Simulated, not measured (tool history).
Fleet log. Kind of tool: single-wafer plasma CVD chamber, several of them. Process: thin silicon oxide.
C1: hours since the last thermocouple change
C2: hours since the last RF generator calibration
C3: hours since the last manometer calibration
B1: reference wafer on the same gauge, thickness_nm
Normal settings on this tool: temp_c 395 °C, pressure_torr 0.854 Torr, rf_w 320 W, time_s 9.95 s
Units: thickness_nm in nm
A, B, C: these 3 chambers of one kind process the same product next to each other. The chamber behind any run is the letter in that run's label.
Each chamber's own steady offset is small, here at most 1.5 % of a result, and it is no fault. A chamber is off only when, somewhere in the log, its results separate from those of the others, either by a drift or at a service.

Run 1B, hour 2.2: usual settings; C1 1641.2; C2 130.3; C3 386.4; B1 16.193. Result: thickness_nm 19.698 nm.
Run 2A, hour 6: usual settings; C1 25.1; C2 1738.9; C3 647.8; B1 16.207. Result: thickness_nm 19.586 nm.
Run 3C, hour 9.2: usual settings; C1 1078.9; C2 1331.9; C3 418.5; B1 16.202. Result: thickness_nm 19.59 nm.
Run 4B, hour 12.3: usual settings; C1 1651.3; C2 140.4; C3 396.5; B1 16.188. Result: thickness_nm 19.664 nm.
Run 5C, hour 15.9: usual settings; C1 1085.6; C2 1338.6; C3 425.2; B1 16.197. Result: thickness_nm 19.852 nm.
Run 6A, hour 19.7: usual settings; C1 38.8; C2 1752.6; C3 661.5; B1 16.185. Result: thickness_nm 19.719 nm.
Run 7B, hour 22.3: usual settings; C1 1661.3; C2 150.4; C3 406.5; B1 16.205. Result: thickness_nm 19.798 nm.
Run 8C, hour 25.7: usual settings but pressure_torr 0.67 Torr, time_s 8.01 s; C1 1095.4; C2 1348.4; C3 435; B1 16.202. Result: thickness_nm 12.649 nm.
Run 9A, hour 27.8: usual settings but pressure_torr 0.67 Torr, time_s 8.01 s; C1 46.9; C2 1760.7; C3 669.6; B1 16.199. Result: thickness_nm 12.512 nm.
Run 10C, hour 31.2: usual settings but pressure_torr 0.67 Torr, time_s 8.01 s; C1 1100.9; C2 1353.9; C3 440.5; B1 16.211. Result: thickness_nm 12.588 nm.
At hour 33.3: chamber C: thermocouple changed; heater temperature recalibrated.
Run 11B, hour 35.2: usual settings; C1 1674.2; C2 163.3; C3 419.4; B1 16.206. Result: thickness_nm 19.654 nm.
Run 12A, hour 37.8: usual settings; C1 56.9; C2 1770.7; C3 679.6; B1 16.197. Result: thickness_nm 19.854 nm.
Run 13B, hour 42: usual settings; C1 1681; C2 170.1; C3 426.2; B1 16.197. Result: thickness_nm 19.73 nm.
Run 14A, hour 44.2: usual settings; C1 63.3; C2 1777.1; C3 686; B1 16.18. Result: thickness_nm 19.638 nm.
Run 15C, hour 48.1: usual settings; C1 14.9; C2 1370.8; C3 457.4; B1 16.191. Result: thickness_nm 19.896 nm.
Run 16C, hour 51.5: usual settings; C1 18.3; C2 1374.2; C3 460.8; B1 16.208. Result: thickness_nm 19.84 nm.
Run 17B, hour 56.1: usual settings but pressure_torr 0.645 Torr; C1 1695.1; C2 184.2; C3 440.3; B1 16.205. Result: thickness_nm 14.86 nm.
At hour 57.7: chamber B: thermocouple changed; heater temperature recalibrated.
Run 18A, hour 59.6: usual settings but pressure_torr 0.645 Torr; C1 78.7; C2 1792.5; C3 701.4; B1 16.185. Result: thickness_nm 14.878 nm.
Run 19C, hour 62.9: usual settings but pressure_torr 0.645 Torr; C1 29.7; C2 1385.6; C3 472.2; B1 16.2. Result: thickness_nm 14.986 nm.
Run 20A, hour 65.9: usual settings; C1 85; C2 1798.8; C3 707.7; B1 16.2. Result: thickness_nm 19.708 nm.
Run 21B, hour 68.3: usual settings; C1 10.6; C2 196.4; C3 452.5; B1 16.208. Result: thickness_nm 19.7 nm.
Run 22A, hour 73: usual settings; C1 92.1; C2 1805.9; C3 714.8; B1 16.208. Result: thickness_nm 19.578 nm.
Run 23C, hour 76.6: usual settings but temp_c 381 °C; C1 43.4; C2 1399.3; C3 485.9; B1 16.188. Result: thickness_nm 20.004 nm.
Run 24B, hour 79.6: usual settings but temp_c 381 °C; C1 21.9; C2 207.7; C3 463.8; B1 16.196. Result: thickness_nm 19.867 nm.

Does one chamber stand apart from the rest, does the shared gauge drift, or is all well apart from small per-chamber offsets? Give the chamber and the most likely cause, where there is one.

The fleet is healthy, with each chamber sitting at its usual small offset and no drift in the gauge.
